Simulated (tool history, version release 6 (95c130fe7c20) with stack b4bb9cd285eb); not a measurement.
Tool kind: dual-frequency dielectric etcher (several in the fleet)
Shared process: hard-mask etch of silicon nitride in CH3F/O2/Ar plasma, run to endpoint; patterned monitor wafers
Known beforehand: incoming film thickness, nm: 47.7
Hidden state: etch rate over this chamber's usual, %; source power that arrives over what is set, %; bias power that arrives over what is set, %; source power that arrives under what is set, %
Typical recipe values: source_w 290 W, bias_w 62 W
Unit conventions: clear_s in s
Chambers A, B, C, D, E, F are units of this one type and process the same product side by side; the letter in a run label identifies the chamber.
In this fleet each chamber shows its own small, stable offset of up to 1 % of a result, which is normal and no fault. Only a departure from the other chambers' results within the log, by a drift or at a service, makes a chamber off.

run     day  source_w  bias_w  hours since the last wet clean  hours since the last source power generator calibration  hours since the last bias power generator calibration  clear_s
 1A   0.367       290      62                           241.3                                                   2765.8                                                 2217.7   81.920
 2D   0.888       290      62                           214.5                                                    669.8                                                 1766.1   82.615
 3E   1.246       290      62                            31.9                                                   1889.0                                                 1969.5   81.995
 4F   1.667       290      62                           260.4                                                   2126.8                                                 2842.5   82.841
 5C   2.242       290      62                           173.6                                                    221.1                                                 2318.0   81.495
 6B   2.562       290      62                           208.6                                                   1183.2                                                 1609.9   84.180
 7D   2.992       290      62                           265.0                                                    720.3                                                 1816.6   81.474
 8F   3.567       250      54                           306.0                                                   2172.4                                                 2888.1   91.452
 9E   3.988       250      54                            97.7                                                   1954.8                                                 2035.3   91.723
10A   4.362       250      54                           337.2                                                   2861.7                                                 2313.6   91.875
11C   4.858       250      54                           236.4                                                    283.9                                                 2380.8   91.682
12B   5.338       250      54                           275.2                                                   1249.8                                                 1676.5   90.949
13A   5.650       250      54                           368.1                                                   2892.6                                                 2344.5   90.876
14C   6.138       290      62                           267.1                                                    314.6                                                 2411.5   82.389
15F   6.562       290      62                           377.9                                                   2244.3                                                 2960.0   82.597
16D   6.883       290      62                           358.4                                                    813.7                                                 1910.0   81.726
17B   7.333       290      62                           323.1                                                   1297.7                                                 1724.4   82.038
18E   7.704       290      62                           186.9                                                   2044.0                                                 2124.5   82.312
19B   8.329       350      62                           347.0                                                   1321.6                                                 1748.3   77.749
20D   8.712       350      62                           402.3                                                    857.6                                                 1953.9   76.191
21F   9.062       350      62                           437.9                                                   2304.3                                                 3020.0   76.158
      9.262  -- chamber F: wet clean of the chamber
      9.650  -- chamber D: bias power generator calibrated
22E   9.688       350      62                           234.5                                                   2091.6                                                 2172.1   76.547
23C  10.192       350      62                           364.4                                                    411.9                                                 2508.8   77.372
24A  10.483       350      62                           484.1                                                   3008.6                                                 2460.5   76.311
25A  11.021       290      62                           497.0                                                   3021.5                                                 2473.4   81.822
26F  11.550       290      62                            55.0                                                   2364.0                                                 3079.7   81.199
27D  12.079       290      62                           483.1                                                    938.4                                                   58.3   81.982
28B  12.392       290      62                           444.5                                                   1419.1                                                 1845.8   83.112
29E  12.854       290      62                           310.5                                                   2167.6                                                 2248.1   81.540
30C  13.292       290      62                           438.8                                                    486.3                                                 2583.2   83.543
     13.438  -- chamber E: source power generator calibrated
31B  13.625       290      62                           474.1                                                   1448.7                                                 1875.4   82.060
32F  14.121       290      62                           116.7                                                   2425.7                                                 3141.4   81.443
33A  14.446       290      62                           579.2                                                   3103.7                                                 2555.6   81.296
34E  14.983       290      62                           361.6                                                     37.1                                                 2299.2   81.886
     15.300  -- chamber A: wet clean of the chamber
35D  15.379       290      62                           562.3                                                   1017.6                                                  137.5   81.438
36C  15.988       290      62                           503.5                                                    551.0                                                 2647.9   82.478
37E  16.546       290      62                           399.1                                                     74.6                                                 2336.7   82.380
38F  16.850       290      62                           182.2                                                   2491.2                                                 3206.9   82.542
39A  17.288       290      62                            47.8                                                   3171.9                                                 2623.8   82.537
40D  17.604       290      62                           615.7                                                   1071.0                                                  190.9   81.547
     17.933  -- chamber C: wet clean of the chamber
41B  18.200       290      62                           583.9                                                   1558.5                                                 1985.2   82.178
42C  18.550       360      50                            14.9                                                    612.5                                                 2709.4   80.969
43A  19.121       360      50                            91.8                                                   3215.9                                                 2667.8   81.323
44F  19.738       360      50                           251.5                                                   2560.5                                                 3276.2   81.979

Next, all 6 chambers run the settings below, one line each with question marks for the results. What does each chamber give?
45A  20.183       230      62                                                                                                                                                        ?
45B  20.183       230      62                                                                                                                                                        ?
45C  20.183       230      62                                                                                                                                                        ?
45D  20.183       230      62                                                                                                                                                        ?
45E  20.183       230      62                                                                                                                                                        ?
45F  20.183       230      62                                                                                                                                                        ?

run  clear_s
45A   90.217
45B   90.463
45C   90.418
45D   88.937
45E   91.152
45F   90.605

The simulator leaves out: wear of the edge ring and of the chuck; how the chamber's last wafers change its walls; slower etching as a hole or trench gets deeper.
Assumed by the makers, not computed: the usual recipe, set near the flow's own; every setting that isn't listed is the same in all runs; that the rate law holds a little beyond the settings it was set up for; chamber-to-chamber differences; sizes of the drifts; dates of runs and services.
